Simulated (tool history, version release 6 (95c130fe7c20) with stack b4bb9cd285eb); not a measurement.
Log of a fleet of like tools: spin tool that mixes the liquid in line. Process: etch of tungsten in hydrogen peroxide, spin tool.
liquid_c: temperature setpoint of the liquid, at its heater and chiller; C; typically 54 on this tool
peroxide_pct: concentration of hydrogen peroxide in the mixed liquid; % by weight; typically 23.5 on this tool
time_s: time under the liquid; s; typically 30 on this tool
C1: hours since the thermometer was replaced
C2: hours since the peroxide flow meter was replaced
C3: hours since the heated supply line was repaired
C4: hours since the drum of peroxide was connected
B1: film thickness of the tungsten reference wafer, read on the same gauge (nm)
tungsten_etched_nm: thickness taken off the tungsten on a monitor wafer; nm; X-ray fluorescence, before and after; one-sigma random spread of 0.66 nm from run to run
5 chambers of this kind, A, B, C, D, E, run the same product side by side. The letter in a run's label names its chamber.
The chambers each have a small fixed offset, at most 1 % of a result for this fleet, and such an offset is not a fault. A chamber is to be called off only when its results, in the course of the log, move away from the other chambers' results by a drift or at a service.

run 1A day=0.446 | liquid_c=54 peroxide_pct=23.5 time_s=30 | C1=410.8 C2=467.2 C3=1548.4 C4=540.6 | B1=29.988 | tungsten_etched_nm=77.43
run 2D day=0.75 | liquid_c=54 peroxide_pct=23.5 time_s=30 | C1=2444.8 C2=510 C3=3059.2 C4=384.9 | B1=30.021 | tungsten_etched_nm=78.465
run 3B day=1.071 | liquid_c=54 peroxide_pct=23.5 time_s=30 | C1=817.4 C2=1629.7 C3=1222.6 C4=163.5 | B1=30.026 | tungsten_etched_nm=78.149
-- day=1.212 chamber A: peroxide flow meter replaced
run 4E day=1.538 | liquid_c=54 peroxide_pct=23.5 time_s=30 | C1=231.5 C2=806.1 C3=1187.8 C4=616.8 | B1=29.993 | tungsten_etched_nm=78.027
-- day=1.579 chamber B: peroxide flow meter replaced
run 5C day=1.762 | liquid_c=54 peroxide_pct=23.5 time_s=30 | C1=1790.9 C2=617.8 C3=446.9 C4=942.2 | B1=30.015 | tungsten_etched_nm=77.618
run 6E day=2.067 | liquid_c=54 peroxide_pct=23.5 time_s=30 | C1=244.2 C2=818.8 C3=1200.5 C4=629.5 | B1=29.992 | tungsten_etched_nm=78.165
run 7D day=2.542 | liquid_c=54 peroxide_pct=23.5 time_s=30 | C1=2487.8 C2=553 C3=3102.2 C4=427.9 | B1=29.966 | tungsten_etched_nm=77.978
run 8C day=2.95 | liquid_c=54 peroxide_pct=23.5 time_s=30 | C1=1819.4 C2=646.3 C3=475.4 C4=970.7 | B1=30.013 | tungsten_etched_nm=78.261
run 9A day=3.342 | liquid_c=54 peroxide_pct=23.5 time_s=30 | C1=480.3 C2=51.2 C3=1617.9 C4=610.1 | B1=30.011 | tungsten_etched_nm=79.274
run 10B day=3.792 | liquid_c=54 peroxide_pct=23.5 time_s=30 | C1=882.7 C2=53.2 C3=1287.9 C4=228.8 | B1=30.008 | tungsten_etched_nm=77.477
-- day=3.954 chamber D: thermometer replaced
-- day=4.212 chamber D: new drum of peroxide connected
run 11D day=4.212 | liquid_c=54 peroxide_pct=23.5 time_s=30 | C1=6.2 C2=593.1 C3=3142.3 C4=0.1 | B1=30.023 | tungsten_etched_nm=78.426
-- day=4.562 chamber C: new drum of peroxide connected
run 12B day=4.692 | liquid_c=54 peroxide_pct=23.5 time_s=30 | C1=904.3 C2=74.8 C3=1309.5 C4=250.4 | B1=29.992 | tungsten_etched_nm=78.063
run 13C day=5.192 | liquid_c=54 peroxide_pct=23.5 time_s=30 | C1=1873.2 C2=700.1 C3=529.2 C4=15.2 | B1=30.016 | tungsten_etched_nm=77.859
run 14A day=5.521 | liquid_c=54 peroxide_pct=23.5 time_s=30 | C1=532.6 C2=103.5 C3=1670.2 C4=662.4 | B1=30.024 | tungsten_etched_nm=77.989
run 15E day=5.762 | liquid_c=54 peroxide_pct=23.5 time_s=30 | C1=332.9 C2=907.5 C3=1289.2 C4=718.2 | B1=29.999 | tungsten_etched_nm=78.295
run 16A day=6.054 | liquid_c=54 peroxide_pct=23.5 time_s=30 | C1=545.4 C2=116.3 C3=1683 C4=675.2 | B1=30.028 | tungsten_etched_nm=78.261
run 17E day=6.279 | liquid_c=54 peroxide_pct=23.5 time_s=30 | C1=345.3 C2=919.9 C3=1301.6 C4=730.6 | B1=29.994 | tungsten_etched_nm=78.037
run 18D day=6.788 | liquid_c=54 peroxide_pct=23.5 time_s=30 | C1=68 C2=654.9 C3=3204.1 C4=61.9 | B1=29.998 | tungsten_etched_nm=78.499
run 19B day=7.146 | liquid_c=54 peroxide_pct=23.5 time_s=30 | C1=963.2 C2=133.7 C3=1368.4 C4=309.3 | B1=30.027 | tungsten_etched_nm=78.164
run 20C day=7.525 | liquid_c=54 peroxide_pct=23.5 time_s=30 | C1=1929.2 C2=756.1 C3=585.2 C4=71.2 | B1=30.042 | tungsten_etched_nm=76.209
run 21E day=7.85 | liquid_c=50.5 peroxide_pct=19.5 time_s=30 | C1=383 C2=957.6 C3=1339.3 C4=768.3 | B1=30.008 | tungsten_etched_nm=57.653
run 22B day=8.35 | liquid_c=50.5 peroxide_pct=19.5 time_s=30 | C1=992.1 C2=162.6 C3=1397.3 C4=338.2 | B1=30.03 | tungsten_etched_nm=58.285
run 23A day=8.575 | liquid_c=50.5 peroxide_pct=19.5 time_s=30 | C1=605.9 C2=176.8 C3=1743.5 C4=735.7 | B1=29.997 | tungsten_etched_nm=56.163
run 24C day=9.079 | liquid_c=50.5 peroxide_pct=19.5 time_s=30 | C1=1966.5 C2=793.4 C3=622.5 C4=108.5 | B1=29.996 | tungsten_etched_nm=57.527
run 25D day=9.308 | liquid_c=50.5 peroxide_pct=19.5 time_s=30 | C1=128.5 C2=715.4 C3=3264.6 C4=122.4 | B1=29.988 | tungsten_etched_nm=57.923
run 26E day=9.783 | liquid_c=54 peroxide_pct=23.5 time_s=30 | C1=429.4 C2=1004 C3=1385.7 C4=814.7 | B1=30.013 | tungsten_etched_nm=77.897
run 27C day=10.083 | liquid_c=58.5 peroxide_pct=18 time_s=30 | C1=1990.6 C2=817.5 C3=646.6 C4=132.6 | B1=30.011 | tungsten_etched_nm=87.636
run 28B day=10.433 | liquid_c=58.5 peroxide_pct=18 time_s=30 | C1=1042.1 C2=212.6 C3=1447.3 C4=388.2 | B1=30.009 | tungsten_etched_nm=89.178
run 29D day=10.796 | liquid_c=58.5 peroxide_pct=18 time_s=30 | C1=164.2 C2=751.1 C3=3300.3 C4=158.1 | B1=30.02 | tungsten_etched_nm=89.236
run 30A day=11.262 | liquid_c=58.5 peroxide_pct=18 time_s=30 | C1=670.4 C2=241.3 C3=1808 C4=800.2 | B1=30.007 | tungsten_etched_nm=83.233
run 31D day=11.562 | liquid_c=58.5 peroxide_pct=18 time_s=30 | C1=182.6 C2=769.5 C3=3318.7 C4=176.5 | B1=29.987 | tungsten_etched_nm=89.696
run 32C day=11.962 | liquid_c=54 peroxide_pct=23.5 time_s=30 | C1=2035.7 C2=862.6 C3=691.7 C4=177.7 | B1=30.003 | tungsten_etched_nm=77.458
run 33E day=12.192 | liquid_c=54 peroxide_pct=23.5 time_s=30 | C1=487.2 C2=1061.8 C3=1443.5 C4=872.5 | B1=30.008 | tungsten_etched_nm=78.275
run 34B day=12.488 | liquid_c=57.5 peroxide_pct=23.5 time_s=20 | C1=1091.4 C2=261.9 C3=1496.6 C4=437.5 | B1=30.003 | tungsten_etched_nm=64.74
run 35A day=12.733 | liquid_c=57.5 peroxide_pct=23.5 time_s=20 | C1=705.7 C2=276.6 C3=1843.3 C4=835.5 | B1=30.004 | tungsten_etched_nm=58.065
run 36B day=13.117 | liquid_c=57.5 peroxide_pct=23.5 time_s=20 | C1=1106.5 C2=277 C3=1511.7 C4=452.6 | B1=30.013 | tungsten_etched_nm=63.732
-- day=13.425 chamber A: new drum of peroxide connected
run 37A day=13.492 | liquid_c=57.5 peroxide_pct=23.5 time_s=20 | C1=723.9 C2=294.8 C3=1861.5 C4=1.6 | B1=29.998 | tungsten_etched_nm=58.884
run 38E day=13.838 | liquid_c=57.5 peroxide_pct=23.5 time_s=20 | C1=526.7 C2=1101.3 C3=1483 C4=912 | B1=29.966 | tungsten_etched_nm=63.981
-- day=14.208 chamber C: heated supply line repaired
run 39C day=14.275 | liquid_c=54 peroxide_pct=23.5 time_s=30 | C1=2091.2 C2=918.1 C3=1.7 C4=233.2 | B1=30.024 | tungsten_etched_nm=78.431
run 40D day=14.575 | liquid_c=54 peroxide_pct=23.5 time_s=30 | C1=254.9 C2=841.8 C3=3391 C4=248.8 | B1=30.03 | tungsten_etched_nm=78.836

Which is it: a chamber that has drifted or been left off by a service, a gauge drift common to all chambers, or only each chamber's usual small offset? If a chamber is off, name it and its likeliest cause.

It is chamber A that slowly wanders off from its peers.
What lies behind it: temperature lost on the way to the wafer (K) = 2.02.
The log may not tell that from: liquid colder than its thermometer reads (K).

Chamber A could run next with any of the 4 candidate recipes listed below; each alters the usual settings, and their results appear as question marks. Which one brings its results back in line with what the other chambers deliver on the usual settings?
Counts as in line when no further than this from what the other chambers average on the usual settings: tungsten_etched_nm 2.3 nm
run 41A-1 day=14.942 | liquid_c=54 peroxide_pct=30 time_s=30 | tungsten_etched_nm=?
run 41A-2 day=14.942 | liquid_c=50 peroxide_pct=23.5 time_s=30 | tungsten_etched_nm=?
run 41A-3 day=14.942 | liquid_c=54 peroxide_pct=18 time_s=30 | tungsten_etched_nm=?
run 41A-4 day=14.942 | liquid_c=55.5 peroxide_pct=23.5 time_s=35 | tungsten_etched_nm=?

What the other chambers average on the usual settings: tungsten_etched_nm 78.181 nm
run=41A-1 tungsten_etched_nm=78.887
run=41A-2 tungsten_etched_nm=54.561
run=41A-3 tungsten_etched_nm=61.345
run=41A-4 tungsten_etched_nm=89.393
41A-1 brings the chamber back in line.
